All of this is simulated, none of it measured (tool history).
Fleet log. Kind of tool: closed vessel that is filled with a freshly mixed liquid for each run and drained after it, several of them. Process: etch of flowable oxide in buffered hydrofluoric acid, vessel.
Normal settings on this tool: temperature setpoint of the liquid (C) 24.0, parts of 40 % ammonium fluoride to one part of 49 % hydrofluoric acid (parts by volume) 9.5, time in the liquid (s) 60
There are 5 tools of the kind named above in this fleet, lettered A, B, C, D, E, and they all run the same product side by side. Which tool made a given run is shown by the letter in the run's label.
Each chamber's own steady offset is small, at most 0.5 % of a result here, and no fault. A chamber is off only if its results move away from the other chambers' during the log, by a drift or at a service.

run	day	temperature setpoint of the liquid (C)	parts of 40 % ammonium fluoride to one part of 49 % hydrofluoric acid (parts by volume)	time in the liquid (s)	read-back film thickness of the flowable oxide reference wafer, read on the same gauge (nm)	thickness taken off the flowable oxide on a monitor wafer (angstrom)
1B	0.388	24.0	9.5	60	109.99	1112.20
2C	0.721	24.0	9.5	60	110.01	1116.50
3D	1.112	24.0	9.5	60	110.00	1115.30
4A	1.504	24.0	9.5	60	110.00	1107.90
5E	1.721	24.0	9.5	60	110.02	1101.80
6B	1.938	24.0	9.5	60	109.98	1095.20
7E	2.279	21.5	13.5	60	109.99	694.02
8C	2.542	21.5	13.5	60	110.00	695.39
9D	2.817	21.5	13.5	60	110.02	696.12
10A	3.071	21.5	13.5	60	109.99	695.36
# day 3.367: chamber E: hydrofluoric acid flow meter replaced
11B	3.467	21.5	13.5	60	110.00	705.12
12D	3.850	24.0	9.5	60	110.01	1105.40
13E	4.117	24.0	9.5	60	110.01	1104.90
14A	4.379	24.0	7.5	80	109.99	1845.50
15C	4.721	24.0	7.5	80	110.01	1854.70
16A	5.112	24.0	7.5	80	110.02	1872.30
17B	5.362	24.0	7.5	80	109.97	1873.10
# day 5.538: chamber D: thermometer replaced
18E	5.679	24.0	7.5	80	110.01	1879.80
19D	6.033	24.0	9.5	60	110.00	1107.80
# day 6.325: chamber A: hydrofluoric acid flow meter replaced
20C	6.379	24.0	9.5	60	110.01	1090.70
21B	6.683	24.0	9.5	60	109.98	1116.50
# day 6.792: chamber C: hydrofluoric acid flow meter replaced
22E	7.104	24.0	9.5	60	109.99	1121.90
23D	7.442	24.0	9.5	60	110.01	1109.70
24A	7.696	24.0	9.5	60	109.97	1091.90
25C	7.996	24.0	9.5	60	109.99	1061.70
26D	8.312	24.0	9.5	60	110.00	1108.60
27C	8.721	24.0	9.5	60	109.99	1066.20
28E	9.004	24.0	9.5	60	109.99	1101.90
29A	9.458	24.0	9.5	60	110.01	1113.00
30B	9.746	24.0	9.5	60	110.00	1121.70
31B	9.992	28.5	9.5	90	110.00	2123.40
32D	10.267	28.5	9.5	90	110.04	2116.30
33E	10.733	28.5	9.5	90	110.02	2117.80
34A	11.192	28.5	9.5	90	109.98	2102.10
35C	11.567	28.5	9.5	90	110.02	2007.40
36B	11.808	24.0	9.5	60	110.01	1108.80
37C	12.133	24.0	9.5	60	110.03	1042.10
38D	12.446	24.0	9.5	60	110.01	1122.60
# day 12.483: chamber E: thermometer replaced
39A	12.754	21.5	9.5	60	109.99	958.74
# day 12.929: chamber A: thermometer replaced
40E	13.071	21.5	9.5	60	110.01	973.89
41B	13.421	21.5	9.5	60	109.99	977.89
42A	13.875	21.5	9.5	60	110.01	970.82

Next, every chamber runs the same settings. What will each give?
43A	14.212	24.0	9.5	60		?
43B	14.212	24.0	9.5	60		?
43C	14.212	24.0	9.5	60		?
43D	14.212	24.0	9.5	60		?
43E	14.212	24.0	9.5	60		?

run	thickness taken off the flowable oxide on a monitor wafer (angstrom)
43A	1109.50
43B	1126.10
43C	1025.30
43D	1112.20
43E	1117.90
